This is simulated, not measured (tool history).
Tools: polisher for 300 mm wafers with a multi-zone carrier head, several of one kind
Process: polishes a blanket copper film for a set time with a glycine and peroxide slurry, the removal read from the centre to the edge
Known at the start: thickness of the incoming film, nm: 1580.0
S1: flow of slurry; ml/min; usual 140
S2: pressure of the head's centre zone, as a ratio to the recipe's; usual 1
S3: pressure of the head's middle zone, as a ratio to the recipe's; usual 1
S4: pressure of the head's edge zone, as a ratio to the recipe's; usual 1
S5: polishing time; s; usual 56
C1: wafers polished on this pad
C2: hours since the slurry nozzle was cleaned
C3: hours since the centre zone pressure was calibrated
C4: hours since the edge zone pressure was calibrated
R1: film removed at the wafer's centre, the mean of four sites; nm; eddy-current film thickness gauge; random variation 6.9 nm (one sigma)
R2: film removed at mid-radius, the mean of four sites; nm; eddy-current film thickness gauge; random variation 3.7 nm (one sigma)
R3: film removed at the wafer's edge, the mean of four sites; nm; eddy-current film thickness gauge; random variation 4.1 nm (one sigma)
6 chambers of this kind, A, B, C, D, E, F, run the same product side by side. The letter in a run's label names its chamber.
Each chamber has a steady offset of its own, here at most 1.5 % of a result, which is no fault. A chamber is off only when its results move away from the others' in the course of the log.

run   hour   S1    S2  S3    S4  S5    C1     C2     C3     C4      R1      R2      R3
 1D    4.4  140     1   1     1  56   651   51.4  558.2  123.1  500.26  526.98  510.03
 2E    9.4  140     1   1     1  56   351   22.6  305.2  428.5   526.5  518.67  512.23
       9.7  -- chamber D: worn pad replaced by a new one
      13.9  -- chamber A: slurry nozzle cleaned
 3C   14.5  140     1   1     1  56   497  124.6  120.9   86.9  521.35  518.93  521.84
      17.6  -- chamber E: edge zone pressure recalibrated
 4F   20.7  140     1   1     1  56   389    214  173.2  509.6  514.24  511.86  523.08
      23.5  -- chamber C: worn pad replaced by a new one
 5B   24.5  140     1   1     1  56  1006  303.2  337.1  299.1  521.69   507.9  524.39
 6A   30.5  140     1   1     1  56   639   16.7  331.5  370.5  517.85  515.61  513.75
 7B   36.6  140     1   1     1  56  1152  315.3  349.2  311.2  510.96  511.19  517.43
 8E   43.5  140     1   1     1  56   763   56.7  339.3     26  518.03   520.7  518.04
      44.7  -- chamber A: worn pad replaced by a new one
 9C   49.9  140     1   1     1  56   320    160  156.3  122.3  524.17   518.7  515.91
      52.8  -- chamber B: slurry nozzle cleaned
10F   56.4  140     1   1     1  56   821  249.7  208.9  545.3  508.79  520.32  526.04
11D   62.3  140     1   1     1  56   636  109.3  616.1    181  504.83  520.21  516.53
      64.5  -- chamber B: worn pad replaced by a new one
12A   68.5  140     1   1     1  56   287   54.7  369.5  408.5  509.69     521  521.26
      71.4  -- chamber C: worn pad replaced by a new one
13D   74.3  140     1   1     1  56   781  121.3  628.1    193  505.34  521.28     525
        75  -- chamber D: worn pad replaced by a new one
      77.5  -- chamber E: worn pad replaced by a new one
14F   78.1  140     1   1     1  56  1083  271.4  230.6    567  506.41  512.28   517.8
      79.8  -- chamber D: centre zone pressure recalibrated
15A   81.2  140     1   1     1  56   441   67.4  382.2  421.2  504.35  520.41  519.26
16E   85.8  140     1   1     1  56   100     99  381.6   68.3  516.38  519.31  527.11
17C   88.9  140     1   1     1  56   211    199  195.3  161.3  508.93  511.76   517.2
18B   93.2  140     1   1     1  56   347   40.5  405.8  367.8  522.66   515.4  529.81
      94.2  -- chamber F: worn pad replaced by a new one
19E   99.9  140     1   1     1  56   270  113.1  395.7   82.4  527.47  524.37  516.36
20B    104  140  0.96   1  1.12  56   478   51.3  416.6  378.6  515.58  516.69  559.05
21C  110.1  140  0.96   1  1.12  56   467  220.2  216.5  182.5  491.39  520.13  557.87
     111.9  -- chamber A: worn pad replaced by a new one
     113.8  -- chamber C: worn pad replaced by a new one
22F  115.1  140  0.96   1  1.12  56   253  308.4  267.6    604  491.96  517.06  552.87
23A  118.8  140  0.96   1  1.12  56    83    105  419.8  458.8  501.92  506.78  554.12
24D  122.3  140  0.96   1  1.12  56   571  169.3   42.5    241  498.02  521.58  552.03
25B  126.2  140  0.96   1  1.12  56   746   73.5  438.8  400.8  521.57  512.64  559.56
26F  130.1  140     1   1     1  56   434  323.4  282.6    619  512.44  514.94  514.58
     130.8  -- chamber D: worn pad replaced by a new one
27A  134.4  140     1   1     1  56   272  120.6  435.4  474.4  505.47  510.78   520.4
28E  138.4  140     1   1     1  56   735  151.6  434.2  120.9   530.7  518.68  524.81
29D  141.7  140     1   1     1  56   131  188.7   61.9  260.4  522.22  520.81  515.94
30C  148.3  140     1   1     1  56   417  258.4  254.7  220.7  518.03  522.78  525.18
     151.7  -- chamber E: centre zone pressure recalibrated
31F  154.6  140     1   1     1  56   730  347.9  307.1  643.5  506.44  517.57  517.91
32A  159.9  140     1   1     1  56   580  146.1  460.9  499.9  516.53  521.36  518.85
     160.4  -- chamber C: worn pad replaced by a new one
33C  165.7  140     1   1     1  63    64  275.8  272.1  238.1  585.81  584.21  584.53
34E  171.2  140     1   1     1  63  1132  184.4   19.6  153.7  569.57  585.88   575.5
     173.9  -- chamber D: slurry nozzle cleaned
     175.8  -- chamber B: worn pad replaced by a new one
35B  176.9  140     1   1     1  63    14  124.2  489.5  451.5  619.88  571.98  586.89
     181.1  -- chamber A: worn pad replaced by a new one
     181.5  -- chamber E: worn pad replaced by a new one
36D  183.4  140     1   1     1  63   635    9.6  103.6  302.1  584.47  584.28  584.72
37A  186.5  140     1   1     1  63    65  172.7  487.5  526.5  578.93  580.81  588.16
38B  191.4  140     1   1     1  63   189  138.7    504    466  623.28   573.5  587.66
39E  195.7  140     1   1     1  56   172  208.9   44.1  178.2  511.93  519.44   518.6
     196.2  -- chamber D: worn pad replaced by a new one
40D  200.2  140     1   1     1  56    48   26.4  120.4  318.9  513.09  515.58  517.41
     204.4  -- chamber C: worn pad replaced by a new one
41C  204.6  140     1   1     1  56     2  314.7    311    277  510.39   524.7  523.47

All 6 chambers run these settings next. Forecast each chamber's results:
42A  209.5  140   1   1  0.96  56                   ?   ?   ?
42B  209.5  140   1   1  0.96  56                   ?   ?   ?
42C  209.5  140   1   1  0.96  56                   ?   ?   ?
42D  209.5  140   1   1  0.96  56                   ?   ?   ?
42E  209.5  140   1   1  0.96  56                   ?   ?   ?
42F  209.5  140   1   1  0.96  56                   ?   ?   ?

run      R1      R2      R3
42A  505.82  513.64  498.08
42B  557.62  516.04  506.15
42C  519.91  521.86  509.43
42D  522.25  518.22  509.74
42E  515.96   515.9  508.75
42F  519.55  518.65  501.03

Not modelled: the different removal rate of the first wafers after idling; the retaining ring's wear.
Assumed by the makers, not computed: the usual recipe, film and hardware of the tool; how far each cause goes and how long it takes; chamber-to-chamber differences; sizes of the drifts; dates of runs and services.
